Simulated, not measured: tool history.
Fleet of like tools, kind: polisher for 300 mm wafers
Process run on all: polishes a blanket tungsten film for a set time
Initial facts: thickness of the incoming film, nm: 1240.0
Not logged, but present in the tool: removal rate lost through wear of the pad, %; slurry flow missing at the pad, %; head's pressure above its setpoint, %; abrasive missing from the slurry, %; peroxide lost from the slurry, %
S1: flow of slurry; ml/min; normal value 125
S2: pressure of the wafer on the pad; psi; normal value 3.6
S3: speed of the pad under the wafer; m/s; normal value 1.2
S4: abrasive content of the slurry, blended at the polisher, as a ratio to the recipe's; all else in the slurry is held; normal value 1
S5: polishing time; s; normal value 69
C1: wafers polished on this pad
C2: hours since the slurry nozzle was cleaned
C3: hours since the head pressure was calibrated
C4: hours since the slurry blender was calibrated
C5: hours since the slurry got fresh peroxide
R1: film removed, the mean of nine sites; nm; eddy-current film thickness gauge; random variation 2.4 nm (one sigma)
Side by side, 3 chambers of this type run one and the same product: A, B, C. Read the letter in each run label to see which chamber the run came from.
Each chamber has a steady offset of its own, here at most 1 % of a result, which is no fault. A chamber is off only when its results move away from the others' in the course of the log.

run   hour   S1   S2    S3   S4  S5    C1     C2      C3     C4     C5      R1
 1B    2.7  125  3.6   1.2    1  69   345   11.2     453     93    4.7   313.5
 2A    5.2  125  3.6   1.2    1  69   721  274.9   251.2    9.2   67.5  313.39
 3C    8.9  125  3.6   1.2    1  69   486  459.9   914.3   65.9   43.9  317.75
 4C     12  125  3.6   1.2    1  69   511    463   917.4     69     47  322.18
 5B   15.8  125  3.6   1.2    1  69   451   24.3   466.1  106.1   17.8  316.87
      17.4  -- chamber C: slurry nozzle cleaned
 6A   18.5  125  3.6   1.2    1  69   828  288.2   264.5   22.5   80.8   314.5
 7C   22.8  125  3.6   1.2    1  69   598    5.4   928.2   79.8   57.8  316.92
      24.6  -- chamber A: worn pad replaced by a new one
 8B   25.5  125  3.6   1.2    1  69   529     34   475.8  115.8   27.5  308.99
 9A   28.5  125  3.6   1.2    1  69    32  298.2   274.5   32.5   90.8   317.2
10A   31.3  125  3.6   1.2    1  69    54    301   277.3   35.3   93.6  314.26
      32.9  -- chamber C: worn pad replaced by a new one
11B   34.7  125  3.6  0.96    1  69   603   43.2     485    125   36.7  254.07
12C   37.9  125  3.6  0.96    1  69    40   20.5   943.3   94.9   72.9  256.06
13B   41.8  125  3.6  0.96    1  69   660   50.3   492.1  132.1   43.8  250.15
14C   44.5  125  3.6   1.2    1  69    93   27.1   949.9  101.5   79.5  321.03
15A   47.9  125  3.6   1.2    1  69   188  317.6   293.9   51.9  110.2  314.48
16A   51.1  125  3.6   1.2    1  69   214  320.8   297.1   55.1  113.4  315.95
17B   55.3  125  3.6   1.2    1  69   769   63.8   505.6  145.6   57.3  313.64
18C   58.5  125  3.6   1.2    1  69   206   41.1   963.9  115.5   93.5  319.77
19B   63.6  125  3.6   1.2    1  69   836   72.1   513.9  153.9   65.6  312.41
20C     67  125  3.6   1.2    1  69   274   49.6   972.4    124    102  317.29
      67.8  -- chamber C: slurry tank refilled with fresh slurry and peroxide
21A   70.2  125  3.6   1.2    1  69   368  339.9   316.2   74.2  132.5  318.16
22C   75.4  125  3.6   1.2    1  69   342     58   980.8  132.4    7.7   319.8
      78.1  -- chamber A: slurry tank refilled with fresh slurry and peroxide
23B   79.8  125  3.6   1.2    1  69   966   88.3   530.1  170.1   81.8  315.03
24A   85.1  125  3.6   1.2    1  69   488  354.8   331.1   89.1    7.1  316.86
      86.8  -- chamber B: slurry blender recalibrated
25A   89.7  125  3.6   1.2    1  69   525  359.4   335.7   93.7   11.7  314.62
26B   92.2  125    4   1.2  0.7  69  1066  100.7   542.5    5.4   94.2  319.59
27C     95  125    4   1.2  0.7  69   500   77.6  1000.4    152   27.3  328.34
28B  100.2  125    4   1.2  0.7  69  1131  108.7   550.5   13.4  102.2  321.39
     104.2  -- chamber C: worn pad replaced by a new one
29A  104.5  125  3.6   1.2    1  69   644  374.2   350.5  108.5   26.5  312.81
30C  108.6  125  3.6   1.2    1  69    35   91.2    1014  165.6   40.9  318.15
31A  112.4  125  3.6   1.2  1.1  69   708  382.1   358.4  116.4   34.4  320.62
     113.8  -- chamber B: worn pad replaced by a new one
32B  114.7  125  3.6   1.2  1.1  69     7  123.2     565   27.9  116.7  320.95
       118  -- chamber A: slurry blender recalibrated
33C    118  125  3.6   1.2  1.1  69   111  100.6  1023.4    175   50.3  327.58
34A  120.9  125  3.6   1.2    1  69   776  390.6   366.9    2.9   42.9  314.15
35B    125  125  3.6   1.2    1  69    90  133.5   575.3   38.2    127  315.03
36C  129.2  125  3.6   1.2    1  69   201  111.8  1034.6  186.2   61.5  317.52
37B  131.8  125  3.6   1.2    1  69   145  140.3   582.1     45  133.8  309.69
38A  134.3  125  3.6   1.2    1  69   884    404   380.3   16.3   56.3  314.62
39C  138.7  125  3.6   1.2    1  69   278  121.3  1044.1  195.7     71  320.65
40C  143.7  125  3.6   1.2    1  69   318  126.3  1049.1  200.7     76  320.08
41A  148.7  125  3.6   1.2    1  69  1000  418.4   394.7   30.7   70.7  310.41
42B    153  125  3.6   1.2    1  69   316  161.5   603.3   66.2    155  316.18

Read the log: is a single chamber off, either drifting away or since a service, is the gauge that measures every chamber drifting, or is nothing wrong beyond small per-chamber offsets? Name any odd chamber and what most likely caused it.

No chamber is off and the gauge is stable; the differences are just each chamber's small, constant offset.
